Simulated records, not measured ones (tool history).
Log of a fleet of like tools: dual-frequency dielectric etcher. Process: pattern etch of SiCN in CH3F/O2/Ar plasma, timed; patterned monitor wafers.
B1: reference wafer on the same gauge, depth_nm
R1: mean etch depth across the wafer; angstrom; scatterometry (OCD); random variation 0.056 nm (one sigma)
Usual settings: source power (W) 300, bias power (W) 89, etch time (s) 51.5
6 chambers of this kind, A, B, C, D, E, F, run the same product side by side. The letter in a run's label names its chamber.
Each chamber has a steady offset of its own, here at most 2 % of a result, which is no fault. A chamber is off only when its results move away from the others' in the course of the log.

run 1A hour=7.9 | source_power_(W)=300 bias_power_(W)=89 etch_time_(s)=51.5 | B1=20.696 | R1=187.13
run 2F hour=14.3 | source_power_(W)=300 bias_power_(W)=89 etch_time_(s)=51.5 | B1=20.702 | R1=183.97
run 3D hour=22.5 | source_power_(W)=300 bias_power_(W)=89 etch_time_(s)=51.5 | B1=20.69 | R1=186.47
run 4C hour=27.1 | source_power_(W)=300 bias_power_(W)=89 etch_time_(s)=51.5 | B1=20.697 | R1=188.81
run 5B hour=36.5 | source_power_(W)=300 bias_power_(W)=89 etch_time_(s)=51.5 | B1=20.693 | R1=184.25
run 6E hour=43.7 | source_power_(W)=300 bias_power_(W)=89 etch_time_(s)=51.5 | B1=20.7 | R1=188.72
run 7A hour=50.3 | source_power_(W)=340 bias_power_(W)=89 etch_time_(s)=51.5 | B1=20.709 | R1=196.72
run 8F hour=56.4 | source_power_(W)=340 bias_power_(W)=89 etch_time_(s)=51.5 | B1=20.697 | R1=193.93
-- hour=57.5 chamber D: wet clean of the chamber
run 9E hour=61 | source_power_(W)=340 bias_power_(W)=89 etch_time_(s)=51.5 | B1=20.7 | R1=196.83
run 10C hour=65.9 | source_power_(W)=340 bias_power_(W)=89 etch_time_(s)=51.5 | B1=20.704 | R1=197.2
run 11B hour=71.7 | source_power_(W)=340 bias_power_(W)=89 etch_time_(s)=51.5 | B1=20.718 | R1=193.34
run 12D hour=76.8 | source_power_(W)=340 bias_power_(W)=89 etch_time_(s)=51.5 | B1=20.724 | R1=195.21
run 13C hour=83.9 | source_power_(W)=250 bias_power_(W)=89 etch_time_(s)=44 | B1=20.705 | R1=149.99
run 14E hour=91.7 | source_power_(W)=250 bias_power_(W)=89 etch_time_(s)=44 | B1=20.687 | R1=150.37
run 15A hour=98.4 | source_power_(W)=250 bias_power_(W)=89 etch_time_(s)=44 | B1=20.693 | R1=149.8
run 16F hour=103.3 | source_power_(W)=250 bias_power_(W)=89 etch_time_(s)=44 | B1=20.676 | R1=146.93
run 17D hour=111.8 | source_power_(W)=250 bias_power_(W)=89 etch_time_(s)=44 | B1=20.702 | R1=150.35
run 18B hour=119 | source_power_(W)=250 bias_power_(W)=89 etch_time_(s)=44 | B1=20.684 | R1=147.32
run 19E hour=124.3 | source_power_(W)=300 bias_power_(W)=89 etch_time_(s)=51.5 | B1=20.702 | R1=187.93
run 20C hour=133.9 | source_power_(W)=300 bias_power_(W)=89 etch_time_(s)=51.5 | B1=20.7 | R1=188.27
run 21B hour=141.8 | source_power_(W)=300 bias_power_(W)=89 etch_time_(s)=51.5 | B1=20.689 | R1=183.58
-- hour=148.7 chamber A: wet clean of the chamber
run 22A hour=149.3 | source_power_(W)=300 bias_power_(W)=89 etch_time_(s)=51.5 | B1=20.694 | R1=188.38
run 23F hour=156.2 | source_power_(W)=300 bias_power_(W)=89 etch_time_(s)=51.5 | B1=20.693 | R1=184.01
run 24D hour=164.8 | source_power_(W)=300 bias_power_(W)=89 etch_time_(s)=51.5 | B1=20.691 | R1=186.15
run 25C hour=171.2 | source_power_(W)=300 bias_power_(W)=89 etch_time_(s)=51.5 | B1=20.68 | R1=188.42
-- hour=173.7 chamber A: source power generator calibrated
run 26D hour=178.1 | source_power_(W)=300 bias_power_(W)=89 etch_time_(s)=51.5 | B1=20.695 | R1=186.7
run 27F hour=186.2 | source_power_(W)=370 bias_power_(W)=89 etch_time_(s)=60 | B1=20.708 | R1=231.75
run 28B hour=192.5 | source_power_(W)=370 bias_power_(W)=89 etch_time_(s)=60 | B1=20.698 | R1=231.43
run 29E hour=199.2 | source_power_(W)=370 bias_power_(W)=89 etch_time_(s)=60 | B1=20.707 | R1=236.69
-- hour=206.3 chamber E: wet clean of the chamber
run 30A hour=207.7 | source_power_(W)=370 bias_power_(W)=89 etch_time_(s)=60 | B1=20.687 | R1=235.91
run 31E hour=212.1 | source_power_(W)=370 bias_power_(W)=89 etch_time_(s)=60 | B1=20.684 | R1=237.62
run 32F hour=216.5 | source_power_(W)=370 bias_power_(W)=89 etch_time_(s)=60 | B1=20.716 | R1=232.63
run 33D hour=225 | source_power_(W)=300 bias_power_(W)=89 etch_time_(s)=51.5 | B1=20.71 | R1=186.08
run 34C hour=233.7 | source_power_(W)=300 bias_power_(W)=89 etch_time_(s)=51.5 | B1=20.684 | R1=187.33
run 35A hour=241.5 | source_power_(W)=260 bias_power_(W)=89 etch_time_(s)=51.5 | B1=20.698 | R1=178.79
run 36B hour=248.5 | source_power_(W)=260 bias_power_(W)=89 etch_time_(s)=51.5 | B1=20.708 | R1=174.54
run 37B hour=257.6 | source_power_(W)=260 bias_power_(W)=89 etch_time_(s)=51.5 | B1=20.696 | R1=174.5
run 38E hour=265.5 | source_power_(W)=260 bias_power_(W)=89 etch_time_(s)=51.5 | B1=20.718 | R1=180.16
run 39C hour=272.9 | source_power_(W)=260 bias_power_(W)=89 etch_time_(s)=51.5 | B1=20.705 | R1=178.58
run 40D hour=280.4 | source_power_(W)=260 bias_power_(W)=89 etch_time_(s)=51.5 | B1=20.69 | R1=177.91
run 41A hour=288.9 | source_power_(W)=300 bias_power_(W)=106 etch_time_(s)=51.5 | B1=20.699 | R1=198.56
-- hour=292.7 chamber F: wet clean of the chamber
run 42F hour=295 | source_power_(W)=300 bias_power_(W)=106 etch_time_(s)=51.5 | B1=20.706 | R1=196.71

Is one chamber off against the others, does the gauge drift, or is nothing wrong? If a chamber is off, say which, and what the likeliest cause is.

No chamber stands off beyond its own small offset, and the gauge holds steady.
